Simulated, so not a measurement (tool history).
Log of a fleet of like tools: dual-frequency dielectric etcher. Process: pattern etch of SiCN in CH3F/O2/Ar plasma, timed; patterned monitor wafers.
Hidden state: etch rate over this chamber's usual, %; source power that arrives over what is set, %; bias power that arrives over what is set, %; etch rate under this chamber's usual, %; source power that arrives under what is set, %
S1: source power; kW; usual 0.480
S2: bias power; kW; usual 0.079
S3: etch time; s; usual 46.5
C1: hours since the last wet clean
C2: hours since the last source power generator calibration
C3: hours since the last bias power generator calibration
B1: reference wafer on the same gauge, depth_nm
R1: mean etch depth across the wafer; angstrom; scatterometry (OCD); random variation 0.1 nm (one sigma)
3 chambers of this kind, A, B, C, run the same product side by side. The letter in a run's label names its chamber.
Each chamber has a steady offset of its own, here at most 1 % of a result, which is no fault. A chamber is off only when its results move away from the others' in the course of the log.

Run 1A, hour 14.7: usual settings; C1 282.2; C2 2047.5; C3 667.7; B1 22.022. Result: R1 192.26 angstrom.
Run 2C, hour 26.8: usual settings; C1 370.5; C2 2745.9; C3 3565.9; B1 21.995. Result: R1 193.56 angstrom.
Run 3B, hour 40.8: usual settings; C1 369.2; C2 1583.5; C3 1746.6; B1 22.001. Result: R1 193.31 angstrom.
Run 4C, hour 53.5: usual settings; C1 397.2; C2 2772.6; C3 3592.6; B1 21.990. Result: R1 195.08 angstrom.
Run 5B, hour 67.7: usual settings; C1 396.1; C2 1610.4; C3 1773.5; B1 22.008. Result: R1 193.14 angstrom.
At hour 75.9: chamber C: source power generator calibrated.
Run 6A, hour 82.6: usual settings; C1 350.1; C2 2115.4; C3 735.6; B1 21.998. Result: R1 191.24 angstrom.
At hour 91.8: chamber B: wet clean of the chamber.
Run 7C, hour 96.9: usual settings; C1 440.6; C2 21.1; C3 3636.0; B1 21.973. Result: R1 195.13 angstrom.
Run 8B, hour 111.3: usual settings; C1 19.6; C2 1654.0; C3 1817.1; B1 22.007. Result: R1 193.90 angstrom.
Run 9A, hour 127.5: usual settings; C1 395.0; C2 2160.3; C3 780.5; B1 22.004. Result: R1 192.69 angstrom.
Run 10C, hour 141.2: usual settings; C1 484.9; C2 65.4; C3 3680.3; B1 22.005. Result: R1 191.60 angstrom.
Run 11B, hour 148.5: usual settings; C1 56.8; C2 1691.2; C3 1854.3; B1 21.994. Result: R1 193.19 angstrom.
Run 12A, hour 165.0: usual settings; C1 432.5; C2 2197.8; C3 818.0; B1 22.007. Result: R1 192.93 angstrom.
At hour 177.5: chamber C: wet clean of the chamber.
Run 13C, hour 179.6: usual settings; C1 2.2; C2 103.8; C3 3718.7; B1 22.014. Result: R1 187.11 angstrom.
Run 14B, hour 192.6: usual settings; C1 100.9; C2 1735.3; C3 1898.4; B1 21.993. Result: R1 192.46 angstrom.
Run 15A, hour 206.0: usual settings; C1 473.5; C2 2238.8; C3 859.0; B1 22.002. Result: R1 190.81 angstrom.
Run 16A, hour 219.9: usual settings; C1 487.4; C2 2252.7; C3 872.9; B1 22.008. Result: R1 193.21 angstrom.
Run 17C, hour 232.6: usual settings but S2 0.072 kW, S3 34.5 s; C1 55.2; C2 156.8; C3 3771.7; B1 22.017. Result: R1 133.83 angstrom.
Run 18B, hour 240.1: usual settings but S2 0.072 kW, S3 34.5 s; C1 148.4; C2 1782.8; C3 1945.9; B1 21.988. Result: R1 139.42 angstrom.
Run 19A, hour 248.3: usual settings but S2 0.072 kW, S3 34.5 s; C1 515.8; C2 2281.1; C3 901.3; B1 22.029. Result: R1 137.95 angstrom.
Run 20B, hour 263.4: usual settings; C1 171.7; C2 1806.1; C3 1969.2; B1 22.018. Result: R1 194.71 angstrom.
Run 21C, hour 276.5: usual settings but S3 39.5 s; C1 99.1; C2 200.7; C3 3815.6; B1 21.996. Result: R1 159.21 angstrom.
Run 22A, hour 284.3: usual settings but S3 39.5 s; C1 551.8; C2 2317.1; C3 937.3; B1 22.005. Result: R1 163.88 angstrom.

What goes on in this fleet: one chamber off, a drifting gauge, or nothing beyond the chambers' own small offsets? Name the chamber and the cause, if any.

A service left chamber C off against the others.
Cause: etch rate under this chamber's usual, % = 3.85.

Here are 4 candidates for chamber C's next run, each the usual settings with a change, their results left as question marks. Which one brings its results back in line with what the others give on the usual settings?
In line means no further than this from the other chambers' mean on the usual settings: R1 3.50 angstrom
Run 23C-1, hour 296.2: usual settings but S2 0.080 kW, S3 48.0 s. Result: R1 ?.
Run 23C-2, hour 296.2: usual settings but S2 0.071 kW. Result: R1 ?.
Run 23C-3, hour 296.2: usual settings but S3 43.5 s. Result: R1 ?.
Run 23C-4, hour 296.2: usual settings but S2 0.080 kW, S3 49.5 s. Result: R1 ?.

The other chambers' mean on the usual settings: R1 193.02 angstrom
  run      R1
23C-1  193.32
23C-2  179.61
23C-3  174.42
23C-4  199.36
23C-1 brings the chamber back in line.
